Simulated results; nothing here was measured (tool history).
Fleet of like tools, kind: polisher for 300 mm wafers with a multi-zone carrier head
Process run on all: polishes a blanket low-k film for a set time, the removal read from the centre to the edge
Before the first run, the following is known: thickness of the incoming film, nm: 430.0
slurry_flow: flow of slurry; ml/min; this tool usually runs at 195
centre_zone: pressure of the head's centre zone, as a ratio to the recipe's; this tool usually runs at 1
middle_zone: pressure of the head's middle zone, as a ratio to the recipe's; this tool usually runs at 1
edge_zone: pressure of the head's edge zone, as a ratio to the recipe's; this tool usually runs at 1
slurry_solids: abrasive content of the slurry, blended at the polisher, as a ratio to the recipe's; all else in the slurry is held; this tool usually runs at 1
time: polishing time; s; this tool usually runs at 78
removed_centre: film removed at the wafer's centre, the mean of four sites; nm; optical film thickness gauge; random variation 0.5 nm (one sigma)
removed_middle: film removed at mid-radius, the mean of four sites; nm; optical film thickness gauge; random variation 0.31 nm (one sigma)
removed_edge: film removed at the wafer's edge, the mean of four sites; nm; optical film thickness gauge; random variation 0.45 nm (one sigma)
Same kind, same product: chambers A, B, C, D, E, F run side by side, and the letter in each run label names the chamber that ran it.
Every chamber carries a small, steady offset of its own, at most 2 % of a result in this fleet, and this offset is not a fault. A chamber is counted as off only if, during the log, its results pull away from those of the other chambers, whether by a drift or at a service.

run	hour	slurry_flow	centre_zone	middle_zone	edge_zone	slurry_solids	time	removed_centre	removed_middle	removed_edge
# hour 5.1: chamber C: slurry nozzle cleaned
1D	5.4	195	1	1	1	1	78	39.995	41.311	41.144
2C	11.7	195	1	1	1	1	78	41.877	40.912	41.753
# hour 15.6: chamber B: worn pad replaced by a new one
3A	16.8	195	1	1	1	1	78	40.674	41.029	40.474
4F	23.3	195	1	1	1	1	78	41.001	41.007	40.706
# hour 24.7: chamber C: worn pad replaced by a new one
5B	28.1	195	1	1	1	1	78	41.236	41.152	40.862
6E	32	195	1	1	1	1	78	41.24	41.191	41.338
# hour 33.8: chamber D: slurry nozzle cleaned
7E	37	195	1	1	1	1	78	40.542	41.222	41.185
8C	44	195	1	1	1	1	78	41.829	40.39	40.725
# hour 49.5: chamber D: worn pad replaced by a new one
9D	50.7	195	1	1	1	1	78	40.9	41.63	41.433
# hour 54.2: chamber F: worn pad replaced by a new one
10A	54.2	260	1	1	1	1	102	55.74	55.42	53.771
# hour 54.4: chamber A: worn pad replaced by a new one
11B	58.8	260	1	1	1	1	102	55.356	55.43	55.385
12F	63.8	260	1	1	1	1	102	56.655	55.294	56.021
# hour 70.1: chamber B: slurry nozzle cleaned
# hour 70.4: chamber E: worn pad replaced by a new one
13A	70.9	260	1	1	1	1	102	54.992	55.242	54.586
14D	75.6	260	1	1	1	1	102	56.418	56.619	56.023
15C	80	260	1	1	1	1	102	56.514	55.901	54.158
16E	87	195	1	1	1	0.75	78	35.63	36.346	35.931
# hour 92.6: chamber C: worn pad replaced by a new one
17B	93.4	195	1	1	1	0.75	78	35.664	35.864	35.294
18F	99.3	195	1	1	1	0.75	78	35.036	35.577	35.271
19C	104.1	195	1	1	1	0.75	78	36.771	35.183	34.867
20D	108	195	1	1	1	0.75	78	36.042	35.799	36.587
21A	114.7	195	1	1	1	0.75	78	34.875	34.571	36.018
# hour 117.5: chamber F: centre zone pressure recalibrated
22F	118.8	195	0.94	1	1	1	78	38.096	40.682	40.825
23B	123	195	0.94	1	1	1	78	37.418	40.532	40.104
# hour 127.8: chamber B: worn pad replaced by a new one
24E	128.9	195	0.94	1	1	1	78	37.59	41.541	41.879
# hour 131.1: chamber F: slurry nozzle cleaned
25C	134.7	195	0.94	1	1	1	78	39.02	40.932	40.658
# hour 140: chamber A: worn pad replaced by a new one
26A	140.9	195	0.94	1	1	1	78	37.093	39.853	39.838
27D	147.2	195	0.94	1	1	1	78	38.461	41.774	41.04
28B	152.9	195	1	1	1	1	78	40.061	41.041	41.002
# hour 155.7: chamber C: worn pad replaced by a new one
29E	157.5	195	1	1	1	1	78	40.439	42.012	41.85
30F	164.1	195	1	1	1	1	78	41.833	41.154	41.453
# hour 167: chamber D: worn pad replaced by a new one
31C	169.8	195	1	1	1	1	78	42.428	40.974	40.178
# hour 170.1: chamber F: worn pad replaced by a new one
32D	176.6	195	1	1	1	1	78	40.662	41.355	41.1
33A	182.4	195	1	1	1	1	78	38.953	39.011	39.413
34E	187.4	195	1	1	1	1	78	41.169	41.327	41.551
35B	192.4	265	1	1	1	1	54	29.199	29.537	29.017
# hour 193.7: chamber E: worn pad replaced by a new one
36F	195.7	265	1	1	1	1	54	30.163	29.455	29.728
37E	201.2	265	1	1	1	1	54	29.728	29.951	30.28
38D	205.8	265	1	1	1	1	54	29.326	29.754	29.213
39F	211.1	265	1	1	1	1	54	29.606	29.227	29.673
40C	215.3	265	1	1	1	1	54	29.607	29.386	28.947

Decide between three cases: one chamber stands off from its peers, the gauge reading all wafers drifts, or nothing is wrong past each chamber's small offset. Where a chamber is off, say which and what most likely put it there.

It is chamber A that slowly wanders off from its peers.
Most likely cause: slurry flow missing at the pad, % = 31.2.

Chamber A could run next with any of the 4 candidate recipes listed below; each alters the usual settings, and their results appear as question marks. Which one brings its results back in line with what the other chambers deliver on the usual settings?
In-line tolerance around the mean of the other chambers on the usual settings: removed_centre 1.8 nm; removed_middle 1.1 nm; removed_edge 1.6 nm
41A-1	220.4	205	1.03	1.02	0.98	1.05	85	?	?	?
41A-2	220.4	185	0.97	0.98	1.02	0.95	71	?	?	?
41A-3	220.4	190	0.98	0.99	1.01	1	74	?	?	?
41A-4	220.4	200	1.02	1.01	0.99	1	82	?	?	?

Average result of the remaining chambers running the usual settings: removed_centre 41.04 nm; removed_middle 40.984 nm; removed_edge 40.986 nm
run	removed_centre	removed_middle	removed_edge
41A-1	44.376	43.79	43.424
41A-2	32.286	32.967	34.853
41A-3	35.1	35.726	37.161
41A-4	41.18	40.747	41.051
41A-4 brings the chamber back in line.
